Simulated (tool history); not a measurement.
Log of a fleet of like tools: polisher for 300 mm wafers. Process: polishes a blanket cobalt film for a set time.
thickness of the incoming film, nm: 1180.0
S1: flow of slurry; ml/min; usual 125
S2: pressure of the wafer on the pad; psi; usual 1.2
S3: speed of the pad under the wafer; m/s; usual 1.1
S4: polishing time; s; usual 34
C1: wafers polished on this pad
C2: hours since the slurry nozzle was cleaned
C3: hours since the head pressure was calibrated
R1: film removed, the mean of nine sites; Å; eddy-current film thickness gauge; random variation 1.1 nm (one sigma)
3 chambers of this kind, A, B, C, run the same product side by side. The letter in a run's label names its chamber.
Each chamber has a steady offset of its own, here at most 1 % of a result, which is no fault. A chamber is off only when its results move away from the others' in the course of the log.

Run 1A, hour 4.2: usual settings; C1 432; C2 147.5; C3 38.3. Result: R1 1240.0 Å.
Run 2B, hour 8.8: usual settings; C1 899; C2 323.0; C3 357.4. Result: R1 1247.1 Å.
At hour 10.7: chamber B: worn pad replaced by a new one.
Run 3C, hour 14.2: usual settings; C1 903; C2 100.5; C3 29.3. Result: R1 1259.6 Å.
Run 4C, hour 18.0: usual settings; C1 954; C2 104.3; C3 33.1. Result: R1 1258.4 Å.
Run 5B, hour 23.6: usual settings but S1 110 ml/min; C1 175; C2 337.8; C3 372.2. Result: R1 1238.2 Å.
Run 6A, hour 29.2: usual settings but S1 110 ml/min; C1 771; C2 172.5; C3 63.3. Result: R1 1216.1 Å.
Run 7C, hour 32.8: usual settings but S1 110 ml/min; C1 1154; C2 119.1; C3 47.9. Result: R1 1195.7 Å.
Run 8B, hour 38.5: usual settings; C1 376; C2 352.7; C3 387.1. Result: R1 1259.9 Å.
Run 9A, hour 42.0: usual settings; C1 944; C2 185.3; C3 76.1. Result: R1 1211.7 Å.
Run 10A, hour 45.9: usual settings but S2 1.4 psi, S4 41 s; C1 997; C2 189.2; C3 80.0. Result: R1 1709.7 Å.
Run 11B, hour 49.7: usual settings but S2 1.4 psi, S4 41 s; C1 528; C2 363.9; C3 398.3. Result: R1 1761.5 Å.
At hour 53.1: chamber C: worn pad replaced by a new one.
Run 12C, hour 54.3: usual settings but S2 1.4 psi, S4 41 s; C1 16; C2 140.6; C3 69.4. Result: R1 1745.1 Å.
Run 13B, hour 59.5: usual settings; C1 661; C2 373.7; C3 408.1. Result: R1 1249.0 Å.
Run 14C, hour 63.1: usual settings but S1 155 ml/min, S4 38 s; C1 135; C2 149.4; C3 78.2. Result: R1 1474.0 Å.
Run 15A, hour 67.2: usual settings but S1 155 ml/min, S4 38 s; C1 1285; C2 210.5; C3 101.3. Result: R1 1392.2 Å.
Run 16A, hour 70.3: usual settings but S1 155 ml/min, S4 38 s; C1 1327; C2 213.6; C3 104.4. Result: R1 1359.6 Å.
Run 17C, hour 75.8: usual settings; C1 307; C2 162.1; C3 90.9. Result: R1 1240.3 Å.
Run 18B, hour 81.2: usual settings; C1 954; C2 395.4; C3 429.8. Result: R1 1234.9 Å.
Run 19B, hour 84.4: usual settings; C1 998; C2 398.6; C3 433.0. Result: R1 1262.1 Å.
Run 20A, hour 87.9: usual settings but S1 165 ml/min; C1 1565; C2 231.2; C3 122.0. Result: R1 1165.2 Å.
Run 21C, hour 91.4: usual settings but S1 165 ml/min; C1 518; C2 177.7; C3 106.5. Result: R1 1319.2 Å.

All 3 chambers run these settings next. Forecast each chamber's results:
Run 22A, hour 95.7: usual settings but S1 85 ml/min. Result: R1 ?.
Run 22B, hour 95.7: usual settings but S1 85 ml/min. Result: R1 ?.
Run 22C, hour 95.7: usual settings but S1 85 ml/min. Result: R1 ?.

run      R1
22A  1006.9
22B  1109.7
22C  1132.1

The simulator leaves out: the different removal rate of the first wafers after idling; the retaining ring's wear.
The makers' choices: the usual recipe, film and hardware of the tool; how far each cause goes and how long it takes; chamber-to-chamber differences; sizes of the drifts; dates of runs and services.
